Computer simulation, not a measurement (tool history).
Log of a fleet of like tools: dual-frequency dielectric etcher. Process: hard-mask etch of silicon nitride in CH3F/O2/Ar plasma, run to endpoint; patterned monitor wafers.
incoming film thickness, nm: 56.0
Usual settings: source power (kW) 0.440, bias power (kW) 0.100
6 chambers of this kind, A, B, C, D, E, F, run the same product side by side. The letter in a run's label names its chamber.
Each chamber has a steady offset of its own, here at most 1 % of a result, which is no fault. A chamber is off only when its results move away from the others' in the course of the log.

run 1B hour=5.3 | source_power_(kW)=0.440 bias_power_(kW)=0.100 | endpoint_time_(s)=69.277
run 2D hour=8.0 | source_power_(kW)=0.440 bias_power_(kW)=0.100 | endpoint_time_(s)=70.320
run 3E hour=13.1 | source_power_(kW)=0.440 bias_power_(kW)=0.100 | endpoint_time_(s)=69.219
run 4F hour=18.0 | source_power_(kW)=0.440 bias_power_(kW)=0.100 | endpoint_time_(s)=69.393
run 5C hour=21.9 | source_power_(kW)=0.440 bias_power_(kW)=0.100 | endpoint_time_(s)=68.779
run 6A hour=25.7 | source_power_(kW)=0.440 bias_power_(kW)=0.077 | endpoint_time_(s)=76.649
run 7C hour=29.4 | source_power_(kW)=0.440 bias_power_(kW)=0.077 | endpoint_time_(s)=76.473
run 8F hour=35.6 | source_power_(kW)=0.440 bias_power_(kW)=0.077 | endpoint_time_(s)=76.037
run 9E hour=41.1 | source_power_(kW)=0.440 bias_power_(kW)=0.077 | endpoint_time_(s)=75.998
run 10B hour=44.8 | source_power_(kW)=0.440 bias_power_(kW)=0.077 | endpoint_time_(s)=75.053
-- hour=48.2 chamber D: wet clean of the chamber
run 11D hour=50.3 | source_power_(kW)=0.440 bias_power_(kW)=0.077 | endpoint_time_(s)=76.739
run 12A hour=53.3 | source_power_(kW)=0.440 bias_power_(kW)=0.100 | endpoint_time_(s)=69.319
run 13F hour=57.4 | source_power_(kW)=0.440 bias_power_(kW)=0.100 | endpoint_time_(s)=69.083
run 14A hour=61.7 | source_power_(kW)=0.440 bias_power_(kW)=0.100 | endpoint_time_(s)=69.883
run 15D hour=65.4 | source_power_(kW)=0.440 bias_power_(kW)=0.100 | endpoint_time_(s)=69.640
run 16C hour=68.2 | source_power_(kW)=0.440 bias_power_(kW)=0.100 | endpoint_time_(s)=68.902
-- hour=68.5 chamber A: wet clean of the chamber
run 17B hour=73.0 | source_power_(kW)=0.440 bias_power_(kW)=0.100 | endpoint_time_(s)=69.217
run 18E hour=78.7 | source_power_(kW)=0.440 bias_power_(kW)=0.100 | endpoint_time_(s)=69.121
run 19C hour=84.0 | source_power_(kW)=0.440 bias_power_(kW)=0.100 | endpoint_time_(s)=69.511
-- hour=85.9 chamber C: wet clean of the chamber
run 20F hour=87.8 | source_power_(kW)=0.440 bias_power_(kW)=0.100 | endpoint_time_(s)=70.115
run 21E hour=92.7 | source_power_(kW)=0.440 bias_power_(kW)=0.100 | endpoint_time_(s)=69.473
run 22A hour=96.4 | source_power_(kW)=0.400 bias_power_(kW)=0.100 | endpoint_time_(s)=72.240
run 23D hour=101.6 | source_power_(kW)=0.400 bias_power_(kW)=0.100 | endpoint_time_(s)=72.974
run 24B hour=105.8 | source_power_(kW)=0.400 bias_power_(kW)=0.100 | endpoint_time_(s)=71.820
run 25E hour=108.7 | source_power_(kW)=0.400 bias_power_(kW)=0.100 | endpoint_time_(s)=71.955
run 26F hour=112.5 | source_power_(kW)=0.400 bias_power_(kW)=0.100 | endpoint_time_(s)=73.891
run 27A hour=117.6 | source_power_(kW)=0.400 bias_power_(kW)=0.100 | endpoint_time_(s)=72.137
run 28D hour=123.8 | source_power_(kW)=0.440 bias_power_(kW)=0.100 | endpoint_time_(s)=69.755
run 29B hour=128.7 | source_power_(kW)=0.440 bias_power_(kW)=0.100 | endpoint_time_(s)=68.884
run 30C hour=133.5 | source_power_(kW)=0.440 bias_power_(kW)=0.100 | endpoint_time_(s)=69.948
run 31C hour=139.7 | source_power_(kW)=0.440 bias_power_(kW)=0.100 | endpoint_time_(s)=69.241
run 32B hour=143.5 | source_power_(kW)=0.440 bias_power_(kW)=0.100 | endpoint_time_(s)=69.312
run 33D hour=147.6 | source_power_(kW)=0.440 bias_power_(kW)=0.100 | endpoint_time_(s)=70.039
run 34F hour=150.6 | source_power_(kW)=0.440 bias_power_(kW)=0.100 | endpoint_time_(s)=72.520
-- hour=152.3 chamber D: bias power generator calibrated
run 35E hour=155.3 | source_power_(kW)=0.440 bias_power_(kW)=0.100 | endpoint_time_(s)=69.227
run 36A hour=159.1 | source_power_(kW)=0.440 bias_power_(kW)=0.100 | endpoint_time_(s)=68.901
run 37D hour=162.4 | source_power_(kW)=0.390 bias_power_(kW)=0.100 | endpoint_time_(s)=72.865
run 38A hour=168.0 | source_power_(kW)=0.390 bias_power_(kW)=0.100 | endpoint_time_(s)=73.256

All 6 chambers run these settings next. Forecast each chamber's results:
run 39A hour=172.4 | source_power_(kW)=0.360 bias_power_(kW)=0.100 | endpoint_time_(s)=?
run 39B hour=172.4 | source_power_(kW)=0.360 bias_power_(kW)=0.100 | endpoint_time_(s)=?
run 39C hour=172.4 | source_power_(kW)=0.360 bias_power_(kW)=0.100 | endpoint_time_(s)=?
run 39D hour=172.4 | source_power_(kW)=0.360 bias_power_(kW)=0.100 | endpoint_time_(s)=?
run 39E hour=172.4 | source_power_(kW)=0.360 bias_power_(kW)=0.100 | endpoint_time_(s)=?
run 39F hour=172.4 | source_power_(kW)=0.360 bias_power_(kW)=0.100 | endpoint_time_(s)=?

run=39A endpoint_time_(s)=75.536
run=39B endpoint_time_(s)=74.149
run=39C endpoint_time_(s)=74.694
run=39D endpoint_time_(s)=75.949
run=39E endpoint_time_(s)=75.035
run=39F endpoint_time_(s)=78.646
